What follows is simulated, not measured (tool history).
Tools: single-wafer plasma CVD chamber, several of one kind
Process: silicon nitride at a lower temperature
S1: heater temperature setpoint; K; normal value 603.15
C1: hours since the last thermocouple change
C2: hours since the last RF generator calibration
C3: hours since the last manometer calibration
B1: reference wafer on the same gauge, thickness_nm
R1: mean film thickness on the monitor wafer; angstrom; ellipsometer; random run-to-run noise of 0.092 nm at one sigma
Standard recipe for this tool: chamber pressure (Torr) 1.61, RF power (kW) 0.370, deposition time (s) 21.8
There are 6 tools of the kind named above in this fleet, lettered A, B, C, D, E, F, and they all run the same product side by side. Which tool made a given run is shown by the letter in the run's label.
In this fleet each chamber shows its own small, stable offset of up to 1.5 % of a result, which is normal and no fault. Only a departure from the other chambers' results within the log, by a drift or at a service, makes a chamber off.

Run 1E, hour 3.9: usual settings; C1 824.0; C2 1084.6; C3 983.9; B1 24.501. Result: R1 297.58 angstrom.
Run 2B, hour 6.4: usual settings; C1 164.7; C2 2389.9; C3 2834.3; B1 24.487. Result: R1 295.22 angstrom.
Run 3D, hour 9.6: usual settings; C1 1385.8; C2 2515.7; C3 1308.3; B1 24.493. Result: R1 298.72 angstrom.
Run 4A, hour 12.5: usual settings; C1 2106.0; C2 435.0; C3 1437.2; B1 24.495. Result: R1 298.65 angstrom.
Run 5F, hour 14.8: usual settings; C1 515.3; C2 1281.9; C3 710.9; B1 24.502. Result: R1 293.33 angstrom.
Run 6C, hour 17.8: usual settings; C1 617.8; C2 346.6; C3 1493.7; B1 24.505. Result: R1 295.22 angstrom.
Run 7C, hour 20.7: usual settings but S1 609.15 K, RF power (kW) 0.320; C1 620.7; C2 349.5; C3 1496.6; B1 24.510. Result: R1 268.39 angstrom.
Run 8A, hour 25.1: usual settings but S1 609.15 K, RF power (kW) 0.320; C1 2118.6; C2 447.6; C3 1449.8; B1 24.487. Result: R1 270.78 angstrom.
Run 9B, hour 27.4: usual settings but S1 609.15 K, RF power (kW) 0.320; C1 185.7; C2 2410.9; C3 2855.3; B1 24.494. Result: R1 269.01 angstrom.
Run 10D, hour 30.0: usual settings but S1 609.15 K, RF power (kW) 0.320; C1 1406.2; C2 2536.1; C3 1328.7; B1 24.494. Result: R1 271.80 angstrom.
Run 11E, hour 32.1: usual settings but S1 609.15 K, RF power (kW) 0.320; C1 852.2; C2 1112.8; C3 1012.1; B1 24.504. Result: R1 268.99 angstrom.
Run 12F, hour 34.3: usual settings but S1 609.15 K, RF power (kW) 0.320; C1 534.8; C2 1301.4; C3 730.4; B1 24.501. Result: R1 268.17 angstrom.
Run 13D, hour 38.3: usual settings; C1 1414.5; C2 2544.4; C3 1337.0; B1 24.498. Result: R1 300.66 angstrom.
Run 14B, hour 42.6: usual settings; C1 200.9; C2 2426.1; C3 2870.5; B1 24.511. Result: R1 295.88 angstrom.
Run 15E, hour 46.5: usual settings; C1 866.6; C2 1127.2; C3 1026.5; B1 24.498. Result: R1 294.07 angstrom.
At hour 46.8: chamber A: capacitance manometer re-zeroed and calibrated.
Run 16A, hour 48.6: usual settings; C1 2142.1; C2 471.1; C3 1.8; B1 24.507. Result: R1 304.33 angstrom.
Run 17C, hour 50.7: usual settings; C1 650.7; C2 379.5; C3 1526.6; B1 24.484. Result: R1 295.67 angstrom.
Run 18F, hour 54.3: usual settings; C1 554.8; C2 1321.4; C3 750.4; B1 24.509. Result: R1 295.53 angstrom.
Run 19C, hour 58.1: usual settings; C1 658.1; C2 386.9; C3 1534.0; B1 24.502. Result: R1 293.42 angstrom.
Run 20D, hour 60.4: usual settings; C1 1436.6; C2 2566.5; C3 1359.1; B1 24.507. Result: R1 299.70 angstrom.
Run 21F, hour 62.7: usual settings; C1 563.2; C2 1329.8; C3 758.8; B1 24.508. Result: R1 293.88 angstrom.
Run 22B, hour 66.1: usual settings but chamber pressure (Torr) 1.97; C1 224.4; C2 2449.6; C3 2894.0; B1 24.515. Result: R1 312.87 angstrom.
Run 23A, hour 70.7: usual settings but chamber pressure (Torr) 1.97; C1 2164.2; C2 493.2; C3 23.9; B1 24.503. Result: R1 319.96 angstrom.
Run 24E, hour 72.8: usual settings but chamber pressure (Torr) 1.97; C1 892.9; C2 1153.5; C3 1052.8; B1 24.512. Result: R1 311.22 angstrom.
Run 25E, hour 76.5: usual settings but chamber pressure (Torr) 1.97; C1 896.6; C2 1157.2; C3 1056.5; B1 24.472. Result: R1 310.22 angstrom.
Run 26D, hour 79.9: usual settings but chamber pressure (Torr) 1.97; C1 1456.1; C2 2586.0; C3 1378.6; B1 24.487. Result: R1 317.45 angstrom.
Run 27C, hour 84.1: usual settings but chamber pressure (Torr) 1.97; C1 684.1; C2 412.9; C3 1560.0; B1 24.499. Result: R1 311.21 angstrom.
Run 28B, hour 88.4: usual settings; C1 246.7; C2 2471.9; C3 2916.3; B1 24.505. Result: R1 296.52 angstrom.
Run 29F, hour 90.7: usual settings; C1 591.2; C2 1357.8; C3 786.8; B1 24.526. Result: R1 293.40 angstrom.
Run 30A, hour 93.3: usual settings; C1 2186.8; C2 515.8; C3 46.5; B1 24.496. Result: R1 304.57 angstrom.
Run 31F, hour 97.5: usual settings; C1 598.0; C2 1364.6; C3 793.6; B1 24.521. Result: R1 293.37 angstrom.
At hour 100.1: chamber D: RF generator calibrated.
Run 32D, hour 101.8: usual settings; C1 1478.0; C2 1.8; C3 1400.5; B1 24.502. Result: R1 299.00 angstrom.
Run 33C, hour 103.9: usual settings; C1 703.9; C2 432.7; C3 1579.8; B1 24.491. Result: R1 294.06 angstrom.
Run 34E, hour 106.7: usual settings; C1 926.8; C2 1187.4; C3 1086.7; B1 24.485. Result: R1 294.63 angstrom.
Run 35A, hour 109.1: usual settings; C1 2202.6; C2 531.6; C3 62.3; B1 24.499. Result: R1 302.49 angstrom.
Run 36B, hour 113.4: usual settings; C1 271.7; C2 2496.9; C3 2941.3; B1 24.506. Result: R1 295.93 angstrom.

Predict what each chamber gives when all 6 of them run the settings below next.
Run 37A, hour 116.6: usual settings but S1 610.15 K. Result: R1 ?.
Run 37B, hour 116.6: usual settings but S1 610.15 K. Result: R1 ?.
Run 37C, hour 116.6: usual settings but S1 610.15 K. Result: R1 ?.
Run 37D, hour 116.6: usual settings but S1 610.15 K. Result: R1 ?.
Run 37E, hour 116.6: usual settings but S1 610.15 K. Result: R1 ?.
Run 37F, hour 116.6: usual settings but S1 610.15 K. Result: R1 ?.

run      R1
37A  302.55
37B  294.99
37C  292.02
37D  298.86
37E  296.87
37F  292.70
